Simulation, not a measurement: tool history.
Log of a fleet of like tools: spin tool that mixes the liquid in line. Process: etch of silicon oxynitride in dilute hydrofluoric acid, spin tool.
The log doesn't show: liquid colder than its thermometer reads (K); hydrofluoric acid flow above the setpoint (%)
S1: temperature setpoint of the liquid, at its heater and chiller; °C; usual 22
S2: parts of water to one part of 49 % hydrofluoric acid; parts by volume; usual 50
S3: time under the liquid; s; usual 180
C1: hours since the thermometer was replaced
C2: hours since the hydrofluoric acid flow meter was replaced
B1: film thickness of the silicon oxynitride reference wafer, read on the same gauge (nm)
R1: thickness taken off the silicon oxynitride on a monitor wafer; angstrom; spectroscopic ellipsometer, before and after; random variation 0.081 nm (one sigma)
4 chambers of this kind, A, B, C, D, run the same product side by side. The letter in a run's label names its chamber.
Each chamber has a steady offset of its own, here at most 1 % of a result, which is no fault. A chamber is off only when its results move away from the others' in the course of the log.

{"run": "1C", "hour": 7.1, "S1": 22, "S2": 50, "S3": 180, "C1": 494.7, "C2": 787.9, "B1": 149.95, "R1": 90.17}
{"run": "2A", "hour": 12.1, "S1": 22, "S2": 50, "S3": 180, "C1": 1702.6, "C2": 1867.4, "B1": 149.99, "R1": 89.256}
{"run": "3B", "hour": 20.6, "S1": 22, "S2": 50, "S3": 180, "C1": 2227.6, "C2": 1060.9, "B1": 150, "R1": 90.761}
{"run": "4D", "hour": 25.9, "S1": 22, "S2": 50, "S3": 180, "C1": 547, "C2": 156.3, "B1": 150.01, "R1": 90.414}
{"run": "5B", "hour": 31.9, "S1": 22, "S2": 50, "S3": 180, "C1": 2238.9, "C2": 1072.2, "B1": 150.04, "R1": 90.54}
{"run": "6A", "hour": 35.7, "S1": 22, "S2": 50, "S3": 180, "C1": 1726.2, "C2": 1891, "B1": 149.96, "R1": 90.206}
{"run": "7C", "hour": 40.4, "S1": 20, "S2": 75, "S3": 180, "C1": 528, "C2": 821.2, "B1": 149.98, "R1": 53.866}
{"run": "8D", "hour": 48.3, "S1": 20, "S2": 75, "S3": 180, "C1": 569.4, "C2": 178.7, "B1": 150, "R1": 53.671}
{"run": "9B", "hour": 53.5, "S1": 20, "S2": 75, "S3": 180, "C1": 2260.5, "C2": 1093.8, "B1": 150.01, "R1": 54.263}
{"run": "10C", "hour": 61.8, "S1": 20, "S2": 75, "S3": 180, "C1": 549.4, "C2": 842.6, "B1": 149.99, "R1": 54.015}
{"run": "11D", "hour": 66.1, "S1": 22, "S2": 50, "S3": 180, "C1": 587.2, "C2": 196.5, "B1": 149.98, "R1": 89.998}
{"run": "12A", "hour": 72.3, "S1": 24, "S2": 50, "S3": 180, "C1": 1762.8, "C2": 1927.6, "B1": 149.98, "R1": 100.48}
{"run": "13D", "hour": 80.7, "S1": 24, "S2": 50, "S3": 180, "C1": 601.8, "C2": 211.1, "B1": 150.01, "R1": 100.35}
{"run": "14A", "hour": 88.1, "S1": 24, "S2": 50, "S3": 180, "C1": 1778.6, "C2": 1943.4, "B1": 150.04, "R1": 100.01}
{"run": "15C", "hour": 93.7, "S1": 24, "S2": 50, "S3": 180, "C1": 581.3, "C2": 874.5, "B1": 150, "R1": 101.77}
{"run": "16B", "hour": 101.4, "S1": 22, "S2": 50, "S3": 180, "C1": 2308.4, "C2": 1141.7, "B1": 150.01, "R1": 91.824}
{"run": "17C", "hour": 108.0, "S1": 22, "S2": 50, "S3": 180, "C1": 595.6, "C2": 888.8, "B1": 150, "R1": 92.689}
{"run": "18B", "hour": 116.2, "S1": 17.5, "S2": 50, "S3": 270, "C1": 2323.2, "C2": 1156.5, "B1": 150.01, "R1": 108.03}
{"run": "19D", "hour": 120.4, "S1": 17.5, "S2": 50, "S3": 270, "C1": 641.5, "C2": 250.8, "B1": 150.02, "R1": 108.04}
{"run": "20A", "hour": 124.6, "S1": 17.5, "S2": 50, "S3": 270, "C1": 1815.1, "C2": 1979.9, "B1": 150.03, "R1": 108.53}
{"run": "21C", "hour": 132.9, "S1": 17.5, "S2": 50, "S3": 270, "C1": 620.5, "C2": 913.7, "B1": 150.02, "R1": 113.41}
{"run": "22B", "hour": 137.6, "S1": 22, "S2": 50, "S3": 180, "C1": 2344.6, "C2": 1177.9, "B1": 149.98, "R1": 91.417}
{"run": "23D", "hour": 144.5, "S1": 22, "S2": 50, "S3": 180, "C1": 665.6, "C2": 274.9, "B1": 149.99, "R1": 91.9}
{"run": "24A", "hour": 150.5, "S1": 22, "S2": 50, "S3": 180, "C1": 1841, "C2": 2005.8, "B1": 149.99, "R1": 90.132}
{"run": "25C", "hour": 154.9, "S1": 22, "S2": 50, "S3": 180, "C1": 642.5, "C2": 935.7, "B1": 150.01, "R1": 93.758}
{"run": "26D", "hour": 163.5, "S1": 22, "S2": 50, "S3": 180, "C1": 684.6, "C2": 293.9, "B1": 150.03, "R1": 90.43}
{"run": "27B", "hour": 170.0, "S1": 22, "S2": 50, "S3": 180, "C1": 2377, "C2": 1210.3, "B1": 150.01, "R1": 91.827}
{"run": "28A", "hour": 174.9, "S1": 22, "S2": 50, "S3": 180, "C1": 1865.4, "C2": 2030.2, "B1": 149.98, "R1": 90.389}
{"hour": 177.5, "done": "chamber B: hydrofluoric acid flow meter replaced"}
{"run": "29B", "hour": 179.3, "S1": 22, "S2": 50, "S3": 180, "C1": 2386.3, "C2": 1.8, "B1": 149.99, "R1": 90.77}
{"run": "30C", "hour": 185.9, "S1": 22, "S2": 50, "S3": 180, "C1": 673.5, "C2": 966.7, "B1": 149.98, "R1": 95.184}
{"run": "31A", "hour": 190.1, "S1": 22, "S2": 50, "S3": 180, "C1": 1880.6, "C2": 2045.4, "B1": 149.96, "R1": 89.533}
{"run": "32D", "hour": 194.4, "S1": 22, "S2": 50, "S3": 180, "C1": 715.5, "C2": 324.8, "B1": 150.01, "R1": 90.728}
{"run": "33C", "hour": 200.6, "S1": 22, "S2": 50, "S3": 180, "C1": 688.2, "C2": 981.4, "B1": 150.01, "R1": 96.787}
{"run": "34D", "hour": 207.9, "S1": 22, "S2": 50, "S3": 180, "C1": 729, "C2": 338.3, "B1": 149.97, "R1": 89.492}
{"run": "35B", "hour": 213.4, "S1": 22, "S2": 50, "S3": 180, "C1": 2420.4, "C2": 35.9, "B1": 150.01, "R1": 92.55}
{"run": "36A", "hour": 218.1, "S1": 22, "S2": 50, "S3": 180, "C1": 1908.6, "C2": 2073.4, "B1": 150.06, "R1": 87.95}
{"run": "37B", "hour": 222.5, "S1": 22, "S2": 50, "S3": 180, "C1": 2429.5, "C2": 45, "B1": 149.99, "R1": 91.086}
{"run": "38C", "hour": 231.0, "S1": 22, "S2": 50, "S3": 180, "C1": 718.6, "C2": 1011.8, "B1": 150.03, "R1": 97.803}
{"run": "39A", "hour": 238.4, "S1": 22, "S2": 60, "S3": 240, "C1": 1928.9, "C2": 2093.7, "B1": 149.96, "R1": 97.757}

Next, every chamber runs the same settings. What will each give?
{"run": "40A", "hour": 244.7, "S1": 22, "S2": 50, "S3": 180, "R1": "?"}
{"run": "40B", "hour": 244.7, "S1": 22, "S2": 50, "S3": 180, "R1": "?"}
{"run": "40C", "hour": 244.7, "S1": 22, "S2": 50, "S3": 180, "R1": "?"}
{"run": "40D", "hour": 244.7, "S1": 22, "S2": 50, "S3": 180, "R1": "?"}

run=40A R1=90.508
run=40B R1=90.396
run=40C R1=96.742
run=40D R1=91.094

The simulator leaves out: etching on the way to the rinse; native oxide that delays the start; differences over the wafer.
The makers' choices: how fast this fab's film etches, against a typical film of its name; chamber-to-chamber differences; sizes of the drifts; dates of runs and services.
